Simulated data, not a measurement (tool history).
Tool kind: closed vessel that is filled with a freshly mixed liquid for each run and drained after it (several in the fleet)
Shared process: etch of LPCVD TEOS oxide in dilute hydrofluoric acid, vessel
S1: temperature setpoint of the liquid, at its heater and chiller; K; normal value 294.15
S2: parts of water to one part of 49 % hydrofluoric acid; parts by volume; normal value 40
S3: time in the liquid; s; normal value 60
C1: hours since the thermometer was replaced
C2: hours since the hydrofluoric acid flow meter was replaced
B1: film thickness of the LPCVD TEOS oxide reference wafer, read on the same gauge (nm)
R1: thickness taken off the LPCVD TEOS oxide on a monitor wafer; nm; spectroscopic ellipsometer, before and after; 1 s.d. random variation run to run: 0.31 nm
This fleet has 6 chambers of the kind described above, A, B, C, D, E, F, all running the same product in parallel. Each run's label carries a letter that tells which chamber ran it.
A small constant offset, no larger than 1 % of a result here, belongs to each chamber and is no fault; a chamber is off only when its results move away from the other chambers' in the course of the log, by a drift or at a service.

| run | hour | S1 | S2 | S3 | C1 | C2 | B1 | R1 |
|---|---|---|---|---|---|---|---|---|
| 1E | 8.0 | 294.15 | 40 | 60 | 1143.0 | 1161.6 | 110.00 | 79.677 |
| 2C | 17.2 | 294.15 | 40 | 60 | 419.7 | 1945.5 | 110.00 | 79.198 |
| 3F | 26.2 | 294.15 | 40 | 60 | 446.4 | 2099.5 | 110.05 | 81.152 |
| 4D | 31.8 | 294.15 | 40 | 60 | 731.2 | 1141.5 | 109.99 | 80.925 |
| 5B | 36.3 | 294.15 | 20 | 35 | 834.4 | 562.6 | 109.99 | 95.092 |
| 6A | 44.5 | 294.15 | 20 | 35 | 363.6 | 828.5 | 109.97 | 96.888 |
| 7F | 52.5 | 294.15 | 20 | 35 | 472.7 | 2125.8 | 110.03 | 95.105 |
| 8A | 59.4 | 294.15 | 20 | 35 | 378.5 | 843.4 | 110.00 | 96.148 |
| 9E | 66.2 | 294.15 | 20 | 35 | 1201.2 | 1219.8 | 109.99 | 96.262 |
| 10B | 76.0 | 294.15 | 20 | 35 | 874.1 | 602.3 | 109.98 | 95.929 |
| 11D | 83.0 | 294.15 | 40 | 60 | 782.4 | 1192.7 | 109.99 | 80.036 |
| 12C | 90.0 | 294.15 | 40 | 60 | 492.5 | 2018.3 | 110.04 | 80.142 |
| 13F | 99.1 | 294.15 | 40 | 60 | 519.3 | 2172.4 | 110.00 | 81.409 |
| 14E | 103.3 | 294.15 | 40 | 60 | 1238.3 | 1256.9 | 110.02 | 79.854 |
| 15C | 109.2 | 294.15 | 40 | 60 | 511.7 | 2037.5 | 110.01 | 79.339 |
| 16D | 116.1 | 294.15 | 40 | 60 | 815.5 | 1225.8 | 110.01 | 80.686 |
| 17A | 125.7 | 294.15 | 40 | 60 | 444.8 | 909.7 | 110.00 | 81.158 |
| 18B | 131.4 | 294.15 | 40 | 60 | 929.5 | 657.7 | 109.98 | 80.495 |
|  | 132.9 | chamber F: hydrofluoric acid flow meter replaced |
| 19B | 138.4 | 294.15 | 40 | 60 | 936.5 | 664.7 | 109.99 | 80.660 |
|  | 139.6 | chamber A: hydrofluoric acid flow meter replaced |
| 20D | 143.4 | 290.15 | 50 | 60 | 842.8 | 1253.1 | 110.00 | 53.170 |
| 21E | 148.8 | 290.15 | 50 | 60 | 1283.8 | 1302.4 | 110.01 | 53.090 |
| 22F | 156.5 | 290.15 | 50 | 60 | 576.7 | 23.6 | 110.00 | 54.064 |
| 23C | 165.3 | 290.15 | 50 | 60 | 567.8 | 2093.6 | 110.02 | 53.070 |
| 24A | 170.5 | 290.15 | 50 | 60 | 489.6 | 30.9 | 110.00 | 53.336 |
| 25F | 179.9 | 290.15 | 50 | 60 | 600.1 | 47.0 | 109.97 | 53.997 |
| 26B | 187.2 | 294.15 | 55 | 95 | 985.3 | 713.5 | 110.03 | 91.810 |
| 27D | 192.9 | 294.15 | 55 | 95 | 892.3 | 1302.6 | 110.03 | 90.638 |
| 28A | 199.6 | 294.15 | 55 | 95 | 518.7 | 60.0 | 110.03 | 90.800 |
|  | 204.4 | chamber C: hydrofluoric acid flow meter replaced |
| 29E | 205.6 | 294.15 | 55 | 95 | 1340.6 | 1359.2 | 110.00 | 89.587 |
| 30C | 213.4 | 294.15 | 55 | 95 | 615.9 | 9.0 | 109.96 | 90.163 |
| 31B | 221.6 | 294.15 | 55 | 95 | 1019.7 | 747.9 | 109.95 | 91.570 |
| 32E | 230.4 | 294.15 | 40 | 60 | 1365.4 | 1384.0 | 110.05 | 79.892 |
| 33F | 237.9 | 294.15 | 30 | 40 | 658.1 | 105.0 | 109.95 | 72.429 |
| 34A | 243.1 | 294.15 | 30 | 40 | 562.2 | 103.5 | 109.97 | 72.256 |
| 35C | 248.0 | 294.15 | 30 | 40 | 650.5 | 43.6 | 110.01 | 72.315 |
| 36D | 252.9 | 294.15 | 30 | 40 | 952.3 | 1362.6 | 109.98 | 73.187 |
| 37F | 260.7 | 294.15 | 30 | 40 | 680.9 | 127.8 | 109.99 | 71.963 |
| 38A | 266.5 | 294.15 | 30 | 40 | 585.6 | 126.9 | 109.98 | 72.235 |
| 39E | 275.1 | 294.15 | 40 | 60 | 1410.1 | 1428.7 | 110.03 | 79.815 |
| 40C | 282.8 | 294.15 | 40 | 60 | 685.3 | 78.4 | 110.01 | 79.853 |
| 41D | 288.3 | 294.15 | 40 | 60 | 987.7 | 1398.0 | 109.92 | 80.953 |
| 42B | 297.6 | 294.15 | 40 | 60 | 1095.7 | 823.9 | 110.00 | 80.927 |

For the next run the whole fleet of 6 chambers uses the same settings. Give each chamber's results:
| 43A | 304.6 | 296.15 | 40 | 60 |  |  |  | ? |
| 43B | 304.6 | 296.15 | 40 | 60 |  |  |  | ? |
| 43C | 304.6 | 296.15 | 40 | 60 |  |  |  | ? |
| 43D | 304.6 | 296.15 | 40 | 60 |  |  |  | ? |
| 43E | 304.6 | 296.15 | 40 | 60 |  |  |  | ? |
| 43F | 304.6 | 296.15 | 40 | 60 |  |  |  | ? |

| run | R1 |
|---|---|
| 43A | 87.909 |
| 43B | 87.904 |
| 43C | 86.420 |
| 43D | 88.453 |
| 43E | 87.463 |
| 43F | 87.550 |
